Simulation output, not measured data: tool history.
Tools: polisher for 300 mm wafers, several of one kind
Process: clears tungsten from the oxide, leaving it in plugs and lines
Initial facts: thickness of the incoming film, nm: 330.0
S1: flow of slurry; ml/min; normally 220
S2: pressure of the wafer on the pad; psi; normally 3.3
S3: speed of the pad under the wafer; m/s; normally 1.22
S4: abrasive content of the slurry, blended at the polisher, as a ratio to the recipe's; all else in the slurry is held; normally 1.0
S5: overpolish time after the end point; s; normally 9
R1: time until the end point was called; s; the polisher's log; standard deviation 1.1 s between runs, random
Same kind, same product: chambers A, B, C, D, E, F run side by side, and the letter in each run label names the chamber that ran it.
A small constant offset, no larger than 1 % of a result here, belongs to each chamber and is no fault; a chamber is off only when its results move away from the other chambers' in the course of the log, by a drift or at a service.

{"day": 0.054, "done": "chamber D: worn pad replaced by a new one"}
{"run": "1D", "day": 0.167, "S1": 220, "S2": 3.3, "S3": 1.22, "S4": 1.0, "S5": 9, "R1": 60.061}
{"run": "2F", "day": 0.412, "S1": 220, "S2": 3.3, "S3": 1.22, "S4": 1.0, "S5": 9, "R1": 59.96}
{"run": "3A", "day": 0.558, "S1": 220, "S2": 3.3, "S3": 1.22, "S4": 1.0, "S5": 9, "R1": 58.994}
{"run": "4E", "day": 0.712, "S1": 220, "S2": 3.3, "S3": 1.22, "S4": 1.0, "S5": 9, "R1": 58.023}
{"run": "5B", "day": 0.871, "S1": 220, "S2": 3.3, "S3": 1.22, "S4": 1.0, "S5": 9, "R1": 61.593}
{"run": "6C", "day": 1.138, "S1": 220, "S2": 3.3, "S3": 1.22, "S4": 1.1, "S5": 9, "R1": 60.27}
{"run": "7D", "day": 1.296, "S1": 220, "S2": 3.3, "S3": 1.22, "S4": 1.1, "S5": 9, "R1": 59.594}
{"day": 1.342, "done": "chamber E: slurry nozzle cleaned"}
{"run": "8A", "day": 1.592, "S1": 220, "S2": 3.3, "S3": 1.22, "S4": 1.1, "S5": 9, "R1": 60.166}
{"day": 1.808, "done": "chamber E: worn pad replaced by a new one"}
{"day": 1.825, "done": "chamber A: head pressure recalibrated"}
{"run": "9E", "day": 1.829, "S1": 220, "S2": 3.3, "S3": 1.22, "S4": 1.1, "S5": 9, "R1": 57.83}
{"day": 1.908, "done": "chamber C: worn pad replaced by a new one"}
{"day": 2.033, "done": "chamber A: worn pad replaced by a new one"}
{"run": "10C", "day": 2.121, "S1": 220, "S2": 3.3, "S3": 1.22, "S4": 1.1, "S5": 9, "R1": 59.963}
{"day": 2.254, "done": "chamber C: slurry nozzle cleaned"}
{"run": "11B", "day": 2.375, "S1": 220, "S2": 3.3, "S3": 1.22, "S4": 1.1, "S5": 9, "R1": 58.829}
{"day": 2.475, "done": "chamber A: slurry blender recalibrated"}
{"run": "12F", "day": 2.525, "S1": 220, "S2": 3.3, "S3": 1.22, "S4": 1.0, "S5": 9, "R1": 60.018}
{"run": "13D", "day": 2.729, "S1": 170, "S2": 3.3, "S3": 1.22, "S4": 1.2, "S5": 9, "R1": 59.005}
{"run": "14B", "day": 2.971, "S1": 170, "S2": 3.3, "S3": 1.22, "S4": 1.2, "S5": 9, "R1": 59.6}
{"day": 3.142, "done": "chamber A: slurry nozzle cleaned"}
{"run": "15F", "day": 3.183, "S1": 170, "S2": 3.3, "S3": 1.22, "S4": 1.2, "S5": 9, "R1": 62.212}
{"day": 3.246, "done": "chamber D: slurry tank refilled with fresh slurry and peroxide"}
{"day": 3.45, "done": "chamber A: slurry tank refilled with fresh slurry and peroxide"}
{"run": "16A", "day": 3.488, "S1": 170, "S2": 3.3, "S3": 1.22, "S4": 1.2, "S5": 9, "R1": 58.258}
{"run": "17C", "day": 3.683, "S1": 170, "S2": 3.3, "S3": 1.22, "S4": 1.2, "S5": 9, "R1": 60.862}
{"day": 3.783, "done": "chamber C: slurry tank refilled with fresh slurry and peroxide"}
{"run": "18E", "day": 3.95, "S1": 170, "S2": 3.3, "S3": 1.22, "S4": 1.2, "S5": 9, "R1": 57.753}
{"run": "19D", "day": 4.162, "S1": 220, "S2": 3.3, "S3": 1.22, "S4": 1.0, "S5": 9, "R1": 59.468}
{"day": 4.183, "done": "chamber F: worn pad replaced by a new one"}
{"day": 4.325, "done": "chamber D: worn pad replaced by a new one"}
{"day": 4.333, "done": "chamber E: slurry tank refilled with fresh slurry and peroxide"}
{"run": "20F", "day": 4.458, "S1": 220, "S2": 3.3, "S3": 1.22, "S4": 1.0, "S5": 9, "R1": 60.87}
{"day": 4.483, "done": "chamber E: worn pad replaced by a new one"}
{"day": 4.542, "done": "chamber B: worn pad replaced by a new one"}
{"run": "21B", "day": 4.642, "S1": 220, "S2": 3.3, "S3": 1.22, "S4": 1.0, "S5": 9, "R1": 64.248}
{"day": 4.671, "done": "chamber F: slurry tank refilled with fresh slurry and peroxide"}
{"run": "22C", "day": 4.85, "S1": 220, "S2": 3.3, "S3": 1.5, "S4": 1.0, "S5": 11, "R1": 50.079}
{"run": "23E", "day": 5.042, "S1": 220, "S2": 3.3, "S3": 1.5, "S4": 1.0, "S5": 11, "R1": 46.872}
{"day": 5.279, "done": "chamber C: worn pad replaced by a new one"}
{"day": 5.312, "done": "chamber B: slurry nozzle cleaned"}
{"run": "24A", "day": 5.329, "S1": 220, "S2": 3.3, "S3": 1.5, "S4": 1.0, "S5": 11, "R1": 48.312}
{"run": "25F", "day": 5.5, "S1": 220, "S2": 3.3, "S3": 1.5, "S4": 1.0, "S5": 11, "R1": 49.46}
{"run": "26D", "day": 5.725, "S1": 220, "S2": 3.3, "S3": 1.5, "S4": 1.0, "S5": 11, "R1": 50.407}
{"day": 5.762, "done": "chamber F: head pressure recalibrated"}
{"run": "27C", "day": 5.954, "S1": 220, "S2": 3.3, "S3": 1.5, "S4": 1.0, "S5": 11, "R1": 48.469}
{"run": "28B", "day": 6.129, "S1": 220, "S2": 3.3, "S3": 1.22, "S4": 1.0, "S5": 9, "R1": 67.545}
{"run": "29E", "day": 6.325, "S1": 220, "S2": 3.3, "S3": 1.22, "S4": 1.0, "S5": 9, "R1": 57.911}
{"run": "30A", "day": 6.571, "S1": 220, "S2": 3.3, "S3": 1.22, "S4": 1.0, "S5": 9, "R1": 59.932}
{"day": 6.879, "done": "chamber A: worn pad replaced by a new one"}
{"run": "31B", "day": 6.896, "S1": 220, "S2": 3.3, "S3": 1.22, "S4": 1.0, "S5": 9, "R1": 69.958}
{"run": "32C", "day": 7.138, "S1": 220, "S2": 3.3, "S3": 1.22, "S4": 1.0, "S5": 9, "R1": 63.158}
{"day": 7.367, "done": "chamber E: worn pad replaced by a new one"}
{"day": 7.408, "done": "chamber E: slurry blender recalibrated"}
{"run": "33E", "day": 7.429, "S1": 220, "S2": 3.3, "S3": 1.22, "S4": 1.0, "S5": 9, "R1": 59.854}
{"day": 7.662, "done": "chamber D: slurry tank refilled with fresh slurry and peroxide"}
{"day": 7.721, "done": "chamber F: slurry blender recalibrated"}
{"run": "34A", "day": 7.729, "S1": 220, "S2": 3.3, "S3": 1.22, "S4": 1.0, "S5": 9, "R1": 61.683}
{"day": 7.896, "done": "chamber D: slurry nozzle cleaned"}
{"run": "35D", "day": 8.054, "S1": 220, "S2": 3.3, "S3": 1.22, "S4": 1.0, "S5": 9, "R1": 58.715}
{"day": 8.217, "done": "chamber F: slurry nozzle cleaned"}
{"run": "36F", "day": 8.308, "S1": 220, "S2": 3.3, "S3": 1.22, "S4": 1.0, "S5": 9, "R1": 59.903}

Decide between three cases: one chamber stands off from its peers, the gauge reading all wafers drifts, or nothing is wrong past each chamber's small offset. Where a chamber is off, say which and what most likely put it there.

One chamber, B, drifts off from the rest bit by bit.
Likeliest cause: peroxide lost from the slurry, % = 40.9.

Which of the 4 candidates below, each the usual settings with something changed and its results left as question marks, puts chamber B back in line with what the other chambers give on the usual settings?
A result is in line if it is within this distance of the other chambers' mean on the usual settings: R1 3.900 s
{"run": "37B-1", "day": 8.546, "S1": 215, "S2": 2.7, "S3": 1.22, "S4": 1.0, "S5": 9, "R1": "?"}
{"run": "37B-2", "day": 8.546, "S1": 220, "S2": 3.6, "S3": 1.22, "S4": 1.0, "S5": 9, "R1": "?"}
{"run": "37B-3", "day": 8.546, "S1": 220, "S2": 3.3, "S3": 1.12, "S4": 1.0, "S5": 9, "R1": "?"}
{"run": "37B-4", "day": 8.546, "S1": 225, "S2": 3.7, "S3": 1.34, "S4": 1.0, "S5": 9, "R1": "?"}

Average result of the remaining chambers running the usual settings: R1 60.280 s
run=37B-1 R1=92.762
run=37B-2 R1=69.057
run=37B-3 R1=82.105
run=37B-4 R1=61.030
With 37B-4, the chamber falls back in line with the rest.
